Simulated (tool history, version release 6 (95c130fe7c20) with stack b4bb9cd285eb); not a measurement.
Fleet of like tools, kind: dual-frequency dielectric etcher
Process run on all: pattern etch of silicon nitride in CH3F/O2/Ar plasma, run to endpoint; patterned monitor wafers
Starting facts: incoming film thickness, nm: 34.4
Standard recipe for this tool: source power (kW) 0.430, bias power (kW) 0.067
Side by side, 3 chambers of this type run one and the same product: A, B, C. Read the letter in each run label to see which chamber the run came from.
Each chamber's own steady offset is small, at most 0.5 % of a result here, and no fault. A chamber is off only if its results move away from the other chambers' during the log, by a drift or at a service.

| run | hour | source power (kW) | bias power (kW) | endpoint time (s) |
|---|---|---|---|---|
| 1B | 11.3 | 0.430 | 0.067 | 49.246 |
| 2A | 22.8 | 0.430 | 0.067 | 49.290 |
| 3C | 30.6 | 0.430 | 0.067 | 50.200 |
| 4C | 41.5 | 0.430 | 0.067 | 50.068 |
| 5A | 53.6 | 0.430 | 0.067 | 49.153 |
| 6B | 66.3 | 0.430 | 0.067 | 49.712 |
| 7C | 74.7 | 0.430 | 0.067 | 49.772 |
| 8A | 82.4 | 0.430 | 0.067 | 49.205 |
| 9B | 96.6 | 0.430 | 0.067 | 49.662 |
|  | 100.6 | chamber B: wet clean of the chamber |
| 10B | 105.1 | 0.430 | 0.067 | 47.581 |
| 11A | 119.6 | 0.480 | 0.067 | 47.280 |
| 12C | 127.8 | 0.480 | 0.067 | 47.656 |
| 13A | 138.4 | 0.480 | 0.067 | 47.342 |
| 14B | 151.3 | 0.430 | 0.067 | 47.689 |
|  | 164.7 | chamber A: wet clean of the chamber |
| 15C | 167.5 | 0.430 | 0.067 | 50.001 |
| 16B | 176.7 | 0.430 | 0.067 | 47.800 |
| 17A | 186.8 | 0.430 | 0.067 | 49.507 |
| 18C | 201.5 | 0.430 | 0.067 | 49.555 |
| 19C | 211.3 | 0.430 | 0.067 | 49.566 |
| 20B | 226.8 | 0.430 | 0.067 | 47.876 |
| 21A | 243.1 | 0.430 | 0.067 | 49.612 |
| 22C | 251.0 | 0.430 | 0.067 | 49.285 |
| 23B | 261.4 | 0.430 | 0.067 | 47.552 |

Read the log: is a single chamber off, either drifting away or since a service, is the gauge that measures every chamber drifting, or is nothing wrong beyond small per-chamber offsets? Name any odd chamber and what most likely caused it.

After it was serviced, chamber B no longer matches the other chambers.
Most likely cause: etch rate over this chamber's usual, % = 4.06.

Chamber B could run next with any of the 4 candidate recipes listed below; each alters the usual settings, and their results appear as question marks. Which one brings its results back in line with what the other chambers deliver on the usual settings?
In-line tolerance around the mean of the other chambers on the usual settings: endpoint time (s) 0.830
| 24B-1 | 273.1 | 0.430 | 0.084 | ? |
| 24B-2 | 273.1 | 0.430 | 0.075 | ? |
| 24B-3 | 273.1 | 0.350 | 0.067 | ? |
| 24B-4 | 273.1 | 0.410 | 0.064 | ? |

Other chambers, usual settings, mean: endpoint time (s) 49.610
| run | endpoint time (s) |
|---|---|
| 24B-1 | 44.139 |
| 24B-2 | 45.941 |
| 24B-3 | 51.734 |
| 24B-4 | 49.420 |
With 24B-4, the chamber falls back in line with the rest.

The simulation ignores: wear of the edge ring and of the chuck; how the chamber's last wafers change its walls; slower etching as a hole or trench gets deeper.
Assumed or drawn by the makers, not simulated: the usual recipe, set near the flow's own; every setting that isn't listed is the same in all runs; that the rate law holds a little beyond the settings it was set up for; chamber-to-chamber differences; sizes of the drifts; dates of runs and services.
